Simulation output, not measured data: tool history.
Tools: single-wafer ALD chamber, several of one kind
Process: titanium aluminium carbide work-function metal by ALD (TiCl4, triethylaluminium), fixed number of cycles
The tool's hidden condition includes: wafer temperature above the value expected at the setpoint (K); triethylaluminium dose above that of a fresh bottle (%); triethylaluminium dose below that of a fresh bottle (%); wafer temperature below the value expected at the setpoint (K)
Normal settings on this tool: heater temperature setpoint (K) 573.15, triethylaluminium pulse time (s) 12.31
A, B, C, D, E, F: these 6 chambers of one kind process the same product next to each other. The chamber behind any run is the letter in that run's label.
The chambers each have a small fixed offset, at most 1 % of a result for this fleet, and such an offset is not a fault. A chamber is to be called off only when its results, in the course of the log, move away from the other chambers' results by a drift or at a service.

| run | hour | heater temperature setpoint (K) | triethylaluminium pulse time (s) | hours since the last thermocouple change | hours since the last triethylaluminium bottle change | read-back reference wafer on the same gauge, thickness_nm | mean film thickness on the monitor wafer (Å) |
|---|---|---|---|---|---|---|---|
|  | 2.7 | chamber D: triethylaluminium bottle replaced |
| 1D | 11.5 | 573.15 | 12.31 | 835.4 | 8.9 | 1.6502 | 20.189 |
| 2B | 19.3 | 573.15 | 12.31 | 868.5 | 144.6 | 1.6506 | 20.386 |
| 3F | 30.4 | 573.15 | 12.31 | 357 | 877 | 1.6501 | 20.327 |
| 4A | 42 | 573.15 | 12.31 | 598.5 | 226.3 | 1.6497 | 20.456 |
| 5C | 55.4 | 573.15 | 12.31 | 1168.4 | 382.2 | 1.6497 | 20.237 |
| 6E | 64.6 | 573.15 | 12.31 | 1397.2 | 769.7 | 1.6494 | 20.455 |
| 7E | 74.8 | 573.15 | 12.31 | 1407.4 | 779.9 | 1.6498 | 20.442 |
| 8D | 85.1 | 573.15 | 12.31 | 909 | 82.5 | 1.6505 | 20.163 |
| 9F | 99 | 573.15 | 12.31 | 425.6 | 945.6 | 1.65 | 20.233 |
| 10C | 107.4 | 573.15 | 12.31 | 1220.4 | 434.2 | 1.6491 | 20.296 |
| 11B | 116.3 | 573.15 | 12.31 | 965.5 | 241.6 | 1.6513 | 20.289 |
| 12A | 123.1 | 580.15 | 8.17 | 679.6 | 307.4 | 1.6504 | 20.176 |
| 13F | 130.9 | 580.15 | 8.17 | 457.5 | 977.5 | 1.6492 | 19.982 |
| 14B | 145 | 580.15 | 8.17 | 994.2 | 270.3 | 1.6506 | 19.991 |
| 15D | 157.4 | 580.15 | 8.17 | 981.3 | 154.8 | 1.6499 | 19.867 |
| 16E | 168.7 | 580.15 | 8.17 | 1501.3 | 873.8 | 1.65 | 20.143 |
| 17A | 180.2 | 580.15 | 8.17 | 736.7 | 364.5 | 1.6501 | 20.138 |
| 18C | 192.7 | 573.15 | 12.31 | 1305.7 | 519.5 | 1.6505 | 20.183 |
| 19A | 204.6 | 573.15 | 12.31 | 761.1 | 388.9 | 1.6503 | 20.366 |
| 20C | 213 | 573.15 | 12.31 | 1326 | 539.8 | 1.6501 | 20.249 |
| 21D | 226.6 | 573.15 | 12.31 | 1050.5 | 224 | 1.65 | 20.216 |
| 22E | 234 | 573.15 | 12.31 | 1566.6 | 939.1 | 1.6502 | 20.429 |
|  | 239.4 | chamber B: thermocouple changed; heater temperature recalibrated |
| 23F | 247.9 | 573.15 | 12.31 | 574.5 | 1094.5 | 1.6492 | 20.406 |
| 24B | 257.6 | 573.15 | 12.31 | 18.3 | 382.9 | 1.6504 | 20.39 |
| 25F | 264.2 | 573.15 | 12.31 | 590.8 | 1110.8 | 1.6501 | 20.252 |
| 26D | 272.1 | 573.15 | 12.31 | 1096 | 269.5 | 1.6507 | 20.238 |
|  | 275.7 | chamber C: thermocouple changed; heater temperature recalibrated |
| 27C | 284.5 | 573.15 | 12.31 | 8.9 | 611.3 | 1.6514 | 20.258 |
| 28A | 296.4 | 573.15 | 12.31 | 852.9 | 480.7 | 1.65 | 20.459 |
| 29E | 308.5 | 573.15 | 12.31 | 1641.1 | 1013.6 | 1.6499 | 20.539 |
| 30B | 318.9 | 573.15 | 12.31 | 79.6 | 444.2 | 1.6501 | 20.32 |
| 31C | 332.4 | 581.15 | 12.31 | 56.8 | 659.2 | 1.6503 | 20.944 |
| 32B | 339 | 581.15 | 12.31 | 99.7 | 464.3 | 1.6484 | 21.073 |
|  | 345.4 | chamber E: triethylaluminium bottle replaced |
| 33A | 351.1 | 581.15 | 12.31 | 907.6 | 535.4 | 1.6504 | 21.198 |
| 34F | 363.7 | 581.15 | 12.31 | 690.3 | 1210.3 | 1.6495 | 20.957 |
| 35D | 373.7 | 581.15 | 12.31 | 1197.6 | 371.1 | 1.6494 | 20.937 |
| 36E | 385.9 | 581.15 | 12.31 | 1718.5 | 40.5 | 1.6508 | 21.061 |
| 37C | 398.2 | 573.15 | 12.31 | 122.6 | 725 | 1.6501 | 20.322 |
| 38A | 410.3 | 587.15 | 10.42 | 966.8 | 594.6 | 1.6514 | 21.383 |
| 39E | 418.6 | 587.15 | 10.42 | 1751.2 | 73.2 | 1.6498 | 21.503 |

All 6 chambers run these settings next. Forecast each chamber's results:
| 40A | 428.7 | 573.15 | 16.25 |  |  |  | ? |
| 40B | 428.7 | 573.15 | 16.25 |  |  |  | ? |
| 40C | 428.7 | 573.15 | 16.25 |  |  |  | ? |
| 40D | 428.7 | 573.15 | 16.25 |  |  |  | ? |
| 40E | 428.7 | 573.15 | 16.25 |  |  |  | ? |
| 40F | 428.7 | 573.15 | 16.25 |  |  |  | ? |

| run | mean film thickness on the monitor wafer (Å) |
|---|---|
| 40A | 20.664 |
| 40B | 20.607 |
| 40C | 20.439 |
| 40D | 20.439 |
| 40E | 20.683 |
| 40F | 20.421 |

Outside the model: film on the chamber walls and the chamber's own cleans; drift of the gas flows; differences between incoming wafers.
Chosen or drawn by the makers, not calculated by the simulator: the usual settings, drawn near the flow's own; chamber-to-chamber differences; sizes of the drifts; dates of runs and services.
